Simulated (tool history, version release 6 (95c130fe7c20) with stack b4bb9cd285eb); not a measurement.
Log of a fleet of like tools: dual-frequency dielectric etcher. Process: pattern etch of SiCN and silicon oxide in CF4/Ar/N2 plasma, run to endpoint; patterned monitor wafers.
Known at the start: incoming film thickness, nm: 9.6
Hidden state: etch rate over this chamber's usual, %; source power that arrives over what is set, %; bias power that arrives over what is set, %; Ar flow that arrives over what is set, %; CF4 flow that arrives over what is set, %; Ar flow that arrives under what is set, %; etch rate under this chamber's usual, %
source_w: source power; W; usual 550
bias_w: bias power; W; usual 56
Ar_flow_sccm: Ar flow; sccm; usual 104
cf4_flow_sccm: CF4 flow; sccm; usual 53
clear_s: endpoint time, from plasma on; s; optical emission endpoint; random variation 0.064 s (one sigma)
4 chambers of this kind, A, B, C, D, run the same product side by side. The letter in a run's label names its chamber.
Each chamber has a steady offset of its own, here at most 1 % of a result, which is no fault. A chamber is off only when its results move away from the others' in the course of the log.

| run | day | source_w | bias_w | Ar_flow_sccm | cf4_flow_sccm | hours since the last wet clean | hours since the last source power generator calibration | hours since the last bias power generator calibration | hours since the last Ar flow controller change | hours since the last CF4 flow controller change | clear_s |
|---|---|---|---|---|---|---|---|---|---|---|---|
| 1D | 0.408 | 550 | 56 | 104 | 53 | 333.2 | 2406.5 | 1257.7 | 2787 | 4404.1 | 10.758 |
| 2C | 0.858 | 550 | 56 | 104 | 53 | 283.8 | 1169.3 | 167.3 | 1416.1 | 1008 | 10.681 |
| 3B | 1.358 | 550 | 56 | 104 | 53 | 309.2 | 2532.1 | 2538.8 | 1752.6 | 2651.8 | 10.673 |
| 4A | 1.638 | 550 | 56 | 104 | 53 | 62.2 | 2828.5 | 1706.8 | 995.1 | 805.9 | 10.776 |
|  | 1.742 | chamber D: wet clean of the chamber |
| 5B | 2.033 | 550 | 56 | 104 | 53 | 325.4 | 2548.3 | 2555 | 1768.8 | 2668 | 10.586 |
| 6A | 2.354 | 550 | 56 | 83 | 59 | 79.4 | 2845.7 | 1724 | 1012.3 | 823.1 | 10.147 |
| 7D | 2.604 | 550 | 56 | 83 | 59 | 20.8 | 2459.2 | 1310.4 | 2839.7 | 4456.8 | 10.239 |
| 8C | 2.846 | 550 | 56 | 83 | 59 | 331.5 | 1217 | 215 | 1463.8 | 1055.7 | 9.9615 |
| 9B | 3.246 | 550 | 56 | 83 | 59 | 354.5 | 2577.4 | 2584.1 | 1797.9 | 2697.1 | 10.096 |
| 10D | 3.742 | 550 | 56 | 104 | 53 | 48.1 | 2486.5 | 1337.7 | 2867 | 4484.1 | 10.726 |
|  | 3.746 | chamber A: source power generator calibrated |
|  | 3.804 | chamber C: wet clean of the chamber |
| 11A | 4 | 550 | 56 | 104 | 53 | 118.9 | 6.1 | 1763.5 | 1051.8 | 862.6 | 10.754 |
| 12C | 4.408 | 550 | 56 | 104 | 53 | 14.6 | 1254.5 | 252.5 | 1501.3 | 1093.2 | 10.444 |
|  | 4.792 | chamber B: wet clean of the chamber |
| 13B | 4.833 | 550 | 56 | 104 | 53 | 1.1 | 2615.5 | 2622.2 | 1836 | 2735.2 | 10.515 |
| 14A | 5.167 | 550 | 56 | 104 | 53 | 146.9 | 34.1 | 1791.5 | 1079.8 | 890.6 | 10.637 |
|  | 5.308 | chamber B: bias power generator calibrated |
| 15C | 5.525 | 550 | 56 | 104 | 53 | 41.4 | 1281.3 | 279.3 | 1528.1 | 1120 | 10.284 |
| 16D | 5.946 | 550 | 56 | 104 | 53 | 101 | 2539.4 | 1390.6 | 2919.9 | 4537 | 10.694 |
| 17B | 6.312 | 550 | 56 | 104 | 53 | 36.6 | 2651 | 24.2 | 1871.5 | 2770.7 | 10.646 |
| 18D | 6.758 | 550 | 56 | 104 | 53 | 120.5 | 2558.9 | 1410.1 | 2939.4 | 4556.5 | 10.72 |
| 19C | 7.092 | 550 | 56 | 104 | 53 | 79 | 1318.9 | 316.9 | 1565.7 | 1157.6 | 10.174 |
| 20A | 7.388 | 550 | 56 | 104 | 53 | 200.2 | 87.4 | 1844.8 | 1133.1 | 943.9 | 10.639 |
| 21D | 7.712 | 550 | 56 | 104 | 53 | 143.4 | 2581.8 | 1433 | 2962.3 | 4579.4 | 10.69 |
| 22A | 8.029 | 550 | 56 | 104 | 53 | 215.6 | 102.8 | 1860.2 | 1148.5 | 959.3 | 10.603 |
| 23C | 8.562 | 550 | 56 | 104 | 53 | 114.3 | 1354.2 | 352.2 | 1601 | 1192.9 | 10.289 |
| 24B | 8.938 | 550 | 56 | 104 | 53 | 99.6 | 2714 | 87.2 | 1934.5 | 2833.7 | 10.606 |
| 25D | 9.304 | 550 | 56 | 104 | 53 | 181.6 | 2620 | 1471.2 | 3000.5 | 4617.6 | 10.74 |
| 26B | 9.633 | 550 | 56 | 104 | 53 | 116.3 | 2730.7 | 103.9 | 1951.2 | 2850.4 | 10.543 |
| 27C | 10.133 | 550 | 56 | 104 | 53 | 152 | 1391.9 | 389.9 | 1638.7 | 1230.6 | 10.283 |
| 28A | 10.688 | 550 | 56 | 104 | 53 | 279.4 | 166.6 | 1924 | 1212.3 | 1023.1 | 10.633 |
| 29A | 11.192 | 550 | 56 | 104 | 53 | 291.5 | 178.7 | 1936.1 | 1224.4 | 1035.2 | 10.734 |
| 30B | 11.479 | 620 | 56 | 104 | 66 | 160.6 | 2775 | 148.2 | 1995.5 | 2894.7 | 9.2623 |
| 31D | 11.783 | 620 | 56 | 104 | 66 | 241.1 | 2679.5 | 1530.7 | 3060 | 4677.1 | 9.3939 |
| 32C | 12.2 | 620 | 56 | 104 | 66 | 201.6 | 1441.5 | 439.5 | 1688.3 | 1280.2 | 8.9076 |

Next, every chamber runs the same settings. What will each give?
| 33A | 12.596 | 550 | 56 | 114 | 53 |  |  |  |  |  | ? |
| 33B | 12.596 | 550 | 56 | 114 | 53 |  |  |  |  |  | ? |
| 33C | 12.596 | 550 | 56 | 114 | 53 |  |  |  |  |  | ? |
| 33D | 12.596 | 550 | 56 | 114 | 53 |  |  |  |  |  | ? |

| run | clear_s |
|---|---|
| 33A | 10.725 |
| 33B | 10.873 |
| 33C | 10.47 |
| 33D | 10.968 |

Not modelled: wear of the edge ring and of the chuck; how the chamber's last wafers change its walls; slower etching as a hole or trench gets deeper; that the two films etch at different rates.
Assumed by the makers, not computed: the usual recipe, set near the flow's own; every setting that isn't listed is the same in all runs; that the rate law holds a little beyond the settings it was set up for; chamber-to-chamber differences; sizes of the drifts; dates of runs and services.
